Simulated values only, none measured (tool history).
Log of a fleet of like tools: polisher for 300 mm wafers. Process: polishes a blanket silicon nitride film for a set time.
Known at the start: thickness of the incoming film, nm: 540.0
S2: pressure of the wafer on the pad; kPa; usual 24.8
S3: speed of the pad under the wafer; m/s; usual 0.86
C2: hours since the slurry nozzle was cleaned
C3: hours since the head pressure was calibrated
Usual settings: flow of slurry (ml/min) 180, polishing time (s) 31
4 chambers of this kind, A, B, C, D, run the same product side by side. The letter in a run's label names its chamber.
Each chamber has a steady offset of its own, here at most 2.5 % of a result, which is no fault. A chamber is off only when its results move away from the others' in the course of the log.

{"run": "1B", "day": 0.096, "flow of slurry (ml/min)": 180, "S2": 24.8, "S3": 0.86, "polishing time (s)": 31, "wafers polished on this pad": 307, "C2": 127.9, "C3": 629.4, "film removed (angstrom)": 406.52}
{"day": 0.188, "done": "chamber D: worn pad replaced by a new one"}
{"run": "2A", "day": 0.296, "flow of slurry (ml/min)": 180, "S2": 24.8, "S3": 0.86, "polishing time (s)": 31, "wafers polished on this pad": 484, "C2": 175, "C3": 1121.8, "film removed (angstrom)": 400.37}
{"run": "3D", "day": 0.492, "flow of slurry (ml/min)": 180, "S2": 24.8, "S3": 0.86, "polishing time (s)": 31, "wafers polished on this pad": 91, "C2": 171.6, "C3": 305.3, "film removed (angstrom)": 403.41}
{"run": "4C", "day": 0.65, "flow of slurry (ml/min)": 180, "S2": 24.8, "S3": 0.86, "polishing time (s)": 31, "wafers polished on this pad": 635, "C2": 153.1, "C3": 688.6, "film removed (angstrom)": 394.97}
{"run": "5D", "day": 0.817, "flow of slurry (ml/min)": 180, "S2": 24.8, "S3": 0.86, "polishing time (s)": 31, "wafers polished on this pad": 189, "C2": 179.4, "C3": 313.1, "film removed (angstrom)": 399.52}
{"run": "6C", "day": 0.983, "flow of slurry (ml/min)": 180, "S2": 27.6, "S3": 1.04, "polishing time (s)": 31, "wafers polished on this pad": 735, "C2": 161.1, "C3": 696.6, "film removed (angstrom)": 519.31}
{"day": 1.029, "done": "chamber D: head pressure recalibrated"}
{"run": "7A", "day": 1.196, "flow of slurry (ml/min)": 180, "S2": 27.6, "S3": 1.04, "polishing time (s)": 31, "wafers polished on this pad": 754, "C2": 196.6, "C3": 1143.4, "film removed (angstrom)": 510.39}
{"day": 1.221, "done": "chamber C: worn pad replaced by a new one"}
{"run": "8B", "day": 1.371, "flow of slurry (ml/min)": 180, "S2": 27.6, "S3": 1.04, "polishing time (s)": 31, "wafers polished on this pad": 689, "C2": 158.5, "C3": 660, "film removed (angstrom)": 524.51}
{"run": "9C", "day": 1.525, "flow of slurry (ml/min)": 180, "S2": 27.6, "S3": 1.04, "polishing time (s)": 31, "wafers polished on this pad": 92, "C2": 174.1, "C3": 709.6, "film removed (angstrom)": 513.75}
{"run": "10B", "day": 1.708, "flow of slurry (ml/min)": 180, "S2": 24.8, "S3": 0.86, "polishing time (s)": 31, "wafers polished on this pad": 790, "C2": 166.6, "C3": 668.1, "film removed (angstrom)": 402.7}
{"run": "11A", "day": 1.912, "flow of slurry (ml/min)": 180, "S2": 18.6, "S3": 0.86, "polishing time (s)": 31, "wafers polished on this pad": 968, "C2": 213.8, "C3": 1160.6, "film removed (angstrom)": 300.68}
{"day": 1.992, "done": "chamber B: worn pad replaced by a new one"}
{"run": "12D", "day": 2.033, "flow of slurry (ml/min)": 180, "S2": 18.6, "S3": 0.86, "polishing time (s)": 31, "wafers polished on this pad": 554, "C2": 208.6, "C3": 24.2, "film removed (angstrom)": 299.18}
{"run": "13A", "day": 2.15, "flow of slurry (ml/min)": 180, "S2": 18.6, "S3": 0.86, "polishing time (s)": 31, "wafers polished on this pad": 1040, "C2": 219.5, "C3": 1166.3, "film removed (angstrom)": 298.16}
{"day": 2.262, "done": "chamber A: slurry nozzle cleaned"}
{"run": "14C", "day": 2.358, "flow of slurry (ml/min)": 180, "S2": 18.6, "S3": 0.86, "polishing time (s)": 31, "wafers polished on this pad": 342, "C2": 194.1, "C3": 729.6, "film removed (angstrom)": 303.31}
{"day": 2.462, "done": "chamber D: worn pad replaced by a new one"}
{"day": 2.483, "done": "chamber D: slurry nozzle cleaned"}
{"run": "15D", "day": 2.558, "flow of slurry (ml/min)": 180, "S2": 24.8, "S3": 0.86, "polishing time (s)": 31, "wafers polished on this pad": 29, "C2": 1.9, "C3": 36.8, "film removed (angstrom)": 399.96}
{"run": "16B", "day": 2.738, "flow of slurry (ml/min)": 180, "S2": 24.8, "S3": 0.86, "polishing time (s)": 31, "wafers polished on this pad": 224, "C2": 191.3, "C3": 692.8, "film removed (angstrom)": 409.45}
{"run": "17D", "day": 2.921, "flow of slurry (ml/min)": 180, "S2": 24.8, "S3": 0.86, "polishing time (s)": 31, "wafers polished on this pad": 138, "C2": 10.6, "C3": 45.5, "film removed (angstrom)": 400.9}
{"run": "18A", "day": 3.121, "flow of slurry (ml/min)": 180, "S2": 24.8, "S3": 0.86, "polishing time (s)": 31, "wafers polished on this pad": 1331, "C2": 20.6, "C3": 1189.6, "film removed (angstrom)": 392.63}
{"day": 3.158, "done": "chamber B: head pressure recalibrated"}
{"run": "19B", "day": 3.242, "flow of slurry (ml/min)": 180, "S2": 24.8, "S3": 0.86, "polishing time (s)": 31, "wafers polished on this pad": 375, "C2": 203.4, "C3": 2.1, "film removed (angstrom)": 408.99}
{"run": "20C", "day": 3.367, "flow of slurry (ml/min)": 180, "S2": 24.8, "S3": 0.86, "polishing time (s)": 31, "wafers polished on this pad": 644, "C2": 218.3, "C3": 753.8, "film removed (angstrom)": 399.8}
{"run": "21B", "day": 3.475, "flow of slurry (ml/min)": 180, "S2": 24.8, "S3": 0.86, "polishing time (s)": 31, "wafers polished on this pad": 445, "C2": 209, "C3": 7.7, "film removed (angstrom)": 406.65}
{"run": "22C", "day": 3.683, "flow of slurry (ml/min)": 180, "S2": 24.8, "S3": 0.86, "polishing time (s)": 31, "wafers polished on this pad": 739, "C2": 225.9, "C3": 761.4, "film removed (angstrom)": 397.38}
{"day": 3.804, "done": "chamber A: head pressure recalibrated"}
{"run": "23A", "day": 3.871, "flow of slurry (ml/min)": 180, "S2": 24.8, "S3": 0.86, "polishing time (s)": 31, "wafers polished on this pad": 1556, "C2": 38.6, "C3": 1.7, "film removed (angstrom)": 379.79}
{"run": "24D", "day": 4.033, "flow of slurry (ml/min)": 150, "S2": 24.8, "S3": 1.02, "polishing time (s)": 31, "wafers polished on this pad": 471, "C2": 37.3, "C3": 72.2, "film removed (angstrom)": 450.28}
{"run": "25C", "day": 4.204, "flow of slurry (ml/min)": 150, "S2": 24.8, "S3": 1.02, "polishing time (s)": 31, "wafers polished on this pad": 895, "C2": 238.4, "C3": 773.9, "film removed (angstrom)": 447.32}
{"run": "26B", "day": 4.346, "flow of slurry (ml/min)": 150, "S2": 24.8, "S3": 1.02, "polishing time (s)": 31, "wafers polished on this pad": 706, "C2": 229.9, "C3": 28.6, "film removed (angstrom)": 455.1}
{"run": "27A", "day": 4.521, "flow of slurry (ml/min)": 150, "S2": 24.8, "S3": 1.02, "polishing time (s)": 31, "wafers polished on this pad": 1750, "C2": 54.2, "C3": 17.3, "film removed (angstrom)": 428.02}
{"run": "28D", "day": 4.679, "flow of slurry (ml/min)": 180, "S2": 24.8, "S3": 0.86, "polishing time (s)": 31, "wafers polished on this pad": 665, "C2": 52.8, "C3": 87.7, "film removed (angstrom)": 400.36}
{"run": "29A", "day": 4.879, "flow of slurry (ml/min)": 180, "S2": 24.8, "S3": 0.86, "polishing time (s)": 31, "wafers polished on this pad": 1858, "C2": 62.8, "C3": 25.9, "film removed (angstrom)": 373.94}
{"run": "30B", "day": 4.992, "flow of slurry (ml/min)": 200, "S2": 24.8, "S3": 0.86, "polishing time (s)": 21, "wafers polished on this pad": 900, "C2": 245.4, "C3": 44.1, "film removed (angstrom)": 281.78}

What goes on in this fleet: one chamber off, a drifting gauge, or nothing beyond the chambers' own small offsets? Name the chamber and the cause, if any.

Chamber A drifts away from the others.
Cause: removal rate lost through wear of the pad, % = 5.57.

Here are 4 candidates for chamber A's next run, each the usual settings with a change, their results left as question marks. Which one brings its results back in line with what the others give on the usual settings?
In line means no further than this from the other chambers' mean on the usual settings: film removed (angstrom) 11
{"run": "31A-1", "day": 5.146, "flow of slurry (ml/min)": 180, "S2": 24.8, "S3": 0.84, "polishing time (s)": 31, "film removed (angstrom)": "?"}
{"run": "31A-2", "day": 5.146, "flow of slurry (ml/min)": 180, "S2": 23.4, "S3": 0.86, "polishing time (s)": 31, "film removed (angstrom)": "?"}
{"run": "31A-3", "day": 5.146, "flow of slurry (ml/min)": 180, "S2": 26.2, "S3": 0.86, "polishing time (s)": 31, "film removed (angstrom)": "?"}
{"run": "31A-4", "day": 5.146, "flow of slurry (ml/min)": 195, "S2": 24.8, "S3": 0.86, "polishing time (s)": 31, "film removed (angstrom)": "?"}

The other chambers' mean on the usual settings: film removed (angstrom) 402.74
run=31A-1 film_removed_(angstrom)=371.05
run=31A-2 film_removed_(angstrom)=357.02
run=31A-3 film_removed_(angstrom)=399.01
run=31A-4 film_removed_(angstrom)=382.28
31A-3 brings the chamber back in line.
